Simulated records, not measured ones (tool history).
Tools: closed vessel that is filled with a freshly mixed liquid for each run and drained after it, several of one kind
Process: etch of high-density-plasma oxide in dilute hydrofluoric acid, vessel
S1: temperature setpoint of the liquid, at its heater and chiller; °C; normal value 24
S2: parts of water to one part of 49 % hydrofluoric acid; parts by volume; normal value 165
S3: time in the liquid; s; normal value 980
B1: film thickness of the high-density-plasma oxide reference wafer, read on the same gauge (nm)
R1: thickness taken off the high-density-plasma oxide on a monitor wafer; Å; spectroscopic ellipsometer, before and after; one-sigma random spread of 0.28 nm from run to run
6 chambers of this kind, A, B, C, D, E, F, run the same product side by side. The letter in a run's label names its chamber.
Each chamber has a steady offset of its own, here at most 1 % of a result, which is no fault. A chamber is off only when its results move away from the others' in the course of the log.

run 1A hour=7.3 | S1=24 S2=165 S3=980 | B1=50.019 | R1=501.23
run 2E hour=13 | S1=24 S2=165 S3=980 | B1=50.019 | R1=495.23
run 3B hour=22.9 | S1=24 S2=165 S3=980 | B1=49.995 | R1=502.86
run 4C hour=28.3 | S1=24 S2=165 S3=980 | B1=49.985 | R1=493.55
run 5F hour=36.6 | S1=24 S2=165 S3=980 | B1=49.979 | R1=500
run 6D hour=48.2 | S1=19.5 S2=165 S3=980 | B1=49.994 | R1=415.57
run 7B hour=55.8 | S1=19.5 S2=165 S3=980 | B1=50.024 | R1=422.36
run 8E hour=61.8 | S1=19.5 S2=165 S3=980 | B1=50.014 | R1=419.81
run 9F hour=71.4 | S1=19.5 S2=165 S3=980 | B1=50.015 | R1=418.58
run 10D hour=79.7 | S1=19.5 S2=165 S3=980 | B1=49.981 | R1=415.14
run 11A hour=89.3 | S1=19.5 S2=165 S3=980 | B1=50.032 | R1=414.47
run 12C hour=98.8 | S1=24 S2=165 S3=980 | B1=50.016 | R1=496.1
run 13A hour=106.8 | S1=24 S2=165 S3=980 | B1=50.045 | R1=497.48
run 14D hour=116.3 | S1=24 S2=165 S3=1185 | B1=50 | R1=597.92
run 15F hour=123.6 | S1=24 S2=165 S3=1185 | B1=50.032 | R1=601.46
run 16E hour=134.3 | S1=24 S2=165 S3=1185 | B1=49.986 | R1=601.75
-- hour=135 chamber A: hydrofluoric acid flow meter replaced
run 17C hour=140.4 | S1=24 S2=165 S3=1185 | B1=50.031 | R1=598.03
run 18B hour=150.9 | S1=24 S2=165 S3=1185 | B1=50.016 | R1=600.81
run 19A hour=160.8 | S1=24 S2=165 S3=1185 | B1=49.995 | R1=607.21
run 20D hour=167.3 | S1=24 S2=165 S3=980 | B1=50.035 | R1=497.66
run 21B hour=177.9 | S1=20.5 S2=165 S3=980 | B1=49.998 | R1=437.31
-- hour=180.5 chamber A: thermometer replaced
run 22F hour=186 | S1=20.5 S2=165 S3=980 | B1=50.008 | R1=433.43
run 23E hour=196.6 | S1=20.5 S2=165 S3=980 | B1=49.981 | R1=442.92
-- hour=204.9 chamber F: thermometer replaced
run 24C hour=207.2 | S1=20.5 S2=165 S3=980 | B1=50.008 | R1=421.23
run 25D hour=214.5 | S1=20.5 S2=165 S3=980 | B1=50.009 | R1=433.61
run 26B hour=220.4 | S1=20.5 S2=165 S3=980 | B1=50.012 | R1=437
run 27E hour=227.1 | S1=24 S2=165 S3=980 | B1=50.003 | R1=499.09
run 28A hour=237.4 | S1=27 S2=120 S3=980 | B1=49.993 | R1=810.67
run 29F hour=246.8 | S1=27 S2=120 S3=980 | B1=49.974 | R1=815.04
run 30C hour=255.4 | S1=27 S2=120 S3=980 | B1=50.01 | R1=781.2
run 31A hour=262.1 | S1=27 S2=120 S3=980 | B1=49.972 | R1=815.31
run 32E hour=269.4 | S1=27 S2=120 S3=980 | B1=50.005 | R1=823.76
run 33D hour=279.5 | S1=27 S2=120 S3=980 | B1=50.014 | R1=806.26
run 34C hour=286.6 | S1=24 S2=165 S3=980 | B1=49.998 | R1=481.09
run 35B hour=293.2 | S1=24 S2=130 S3=980 | B1=50.03 | R1=664.54
run 36F hour=304.2 | S1=24 S2=130 S3=980 | B1=49.987 | R1=662.45
run 37A hour=311.4 | S1=24 S2=130 S3=980 | B1=50.021 | R1=660.41

Is one chamber off against the others, does the gauge drift, or is nothing wrong? If a chamber is off, say which, and what the likeliest cause is.

One chamber, C, drifts off from the rest bit by bit.
Most likely cause: liquid colder than its thermometer reads (K) = 1.24.
The log may not separate it from: hydrofluoric acid flow below the setpoint (%).

Which of the 4 candidates below, each the usual settings with something changed and its results left as question marks, puts chamber C back in line with what the other chambers give on the usual settings?
Counts as in line when no further than this from what the other chambers average on the usual settings: R1 9.9 Å
run 38C-1 hour=319.9 | S1=24 S2=165 S3=890 | R1=?
run 38C-2 hour=319.9 | S1=24 S2=160 S3=1035 | R1=?
run 38C-3 hour=319.9 | S1=24 S2=170 S3=955 | R1=?
run 38C-4 hour=319.9 | S1=24 S2=160 S3=1005 | R1=?

Average result of the remaining chambers running the usual settings: R1 499.52 Å
run=38C-1 R1=431.41
run=38C-2 R1=520.1
run=38C-3 R1=446.96
run=38C-4 R1=505.02
38C-4 puts the chamber back in line with the other chambers.
